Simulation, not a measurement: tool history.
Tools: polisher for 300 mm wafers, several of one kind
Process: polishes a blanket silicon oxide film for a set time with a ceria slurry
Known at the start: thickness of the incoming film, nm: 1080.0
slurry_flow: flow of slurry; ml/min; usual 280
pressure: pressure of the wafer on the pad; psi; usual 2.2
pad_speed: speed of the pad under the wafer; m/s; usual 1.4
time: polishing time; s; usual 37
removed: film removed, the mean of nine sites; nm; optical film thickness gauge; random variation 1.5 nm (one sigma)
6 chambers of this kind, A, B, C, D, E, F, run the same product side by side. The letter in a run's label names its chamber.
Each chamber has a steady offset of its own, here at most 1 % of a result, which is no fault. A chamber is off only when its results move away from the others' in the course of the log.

run     day  slurry_flow  pressure  pad_speed  time  removed
      0.146  -- chamber B: worn pad replaced by a new one
 1A   0.212          280       2.2        1.4    37   138.36
      0.304  -- chamber E: slurry nozzle cleaned
      0.433  -- chamber A: worn pad replaced by a new one
 2B    0.45          280       2.2        1.4    37   138.08
 3D   0.717          280       2.2        1.4    37   139.04
 4C       1          280       2.2        1.4    37   141.93
 5E   1.221          280       2.2        1.4    37   140.56
      1.275  -- chamber B: head pressure recalibrated
 6F   1.504          280       2.2        1.4    37   142.97
      1.633  -- chamber C: worn pad replaced by a new one
 7B   1.771          280       2.2        1.4    37   139.96
 8F   2.088          280       2.2        1.4    37   142.26
 9E   2.325          280       2.2        1.4    37   140.47
10C   2.721          280       2.2        1.4    37   137.68
      2.904  -- chamber E: worn pad replaced by a new one
11D   3.117          280       2.2        1.4    37   142.03
12A   3.554          280       2.2        1.4    37   137.02
      3.746  -- chamber D: worn pad replaced by a new one
13E   3.825          280       2.2        1.4    37   140.47
      3.904  -- chamber A: worn pad replaced by a new one
       4.05  -- chamber F: slurry nozzle cleaned
      4.054  -- chamber E: head pressure recalibrated
14C     4.1          280       2.2        1.4    37   138.41
      4.225  -- chamber F: worn pad replaced by a new one
15F   4.392          280       2.2        1.4    37   143.31
      4.475  -- chamber B: worn pad replaced by a new one
16A   4.758          280       2.2        1.4    37   133.92
17D   4.962          280       2.2        1.4    37   143.05
18B   5.421          280       2.2        1.4    37   138.16
19C    5.65          280       2.9        1.4    37   186.31
20B   6.029          280       2.9        1.4    37   184.06
21E   6.296          280       2.9        1.4    37    184.9
22A   6.712          280       2.9        1.4    37   174.17
23D   6.954          280       2.9        1.4    37   184.37
      7.179  -- chamber E: worn pad replaced by a new one
24F   7.208          280       2.9        1.4    37   187.61
      7.333  -- chamber A: worn pad replaced by a new one
25D    7.45          280       2.2        1.4    37   141.17
26C   7.725          280       2.2        1.4    37   137.34
27E   7.946          280       2.2        1.4    37   139.94
28A     8.2          280       2.2        1.4    45   158.09
      8.358  -- chamber B: worn pad replaced by a new one
29B   8.458          280       2.2        1.4    45   167.41
      8.683  -- chamber F: worn pad replaced by a new one
30F   8.775          280       2.2        1.4    45   169.36
31A   9.154          280       2.2        1.4    45   160.15
      9.408  -- chamber C: worn pad replaced by a new one
32C   9.525          280       2.2        1.4    45   168.89
33D   9.888          280       2.2        1.4    45   170.37
     10.333  -- chamber C: head pressure recalibrated
34B  10.338          280       2.2        1.4    37   137.86
35F   10.65          280       2.2        1.4    37   140.95
     10.675  -- chamber D: worn pad replaced by a new one
36E  11.008          280       2.2        1.4    37   137.95
     11.188  -- chamber E: worn pad replaced by a new one
37D  11.288          280       2.2        1.4    37   140.74
     11.292  -- chamber A: worn pad replaced by a new one
38C  11.688          280       2.2        1.4    37   139.77
39E  12.121          280       2.2        1.4    37   138.19
40B  12.588          355       2.2        1.1    37   111.57
41A  12.883          355       2.2        1.1    37   99.349
42F  13.129          355       2.2        1.1    37   113.85
43F  13.383          355       2.2        1.1    37    113.5
44A  13.788          355       2.2        1.1    37   101.06

Is one chamber off against the others, does the gauge drift, or is nothing wrong? If a chamber is off, say which, and what the likeliest cause is.

Chamber A drifts away from the others.
Cause: head's pressure below its setpoint, % = 11.8.

Here are 4 candidates for chamber A's next run, each the usual settings with a change, their results left as question marks. Which one brings its results back in line with what the others give on the usual settings?
In line means no further than this from the other chambers' mean on the usual settings: removed 5.2 nm
45A-1  14.125          280       2.1       1.34    36        ?
45A-2  14.125          280       2.4        1.5    40        ?
45A-3  14.125          280       2.3       1.46    39        ?
45A-4  14.125          275       2.2       1.24    33        ?

The other chambers' mean on the usual settings: removed 139.67 nm
  run  removed
45A-1   108.87
45A-2   154.69
45A-3   140.69
45A-4   96.687
45A-3 brings the chamber back in line.
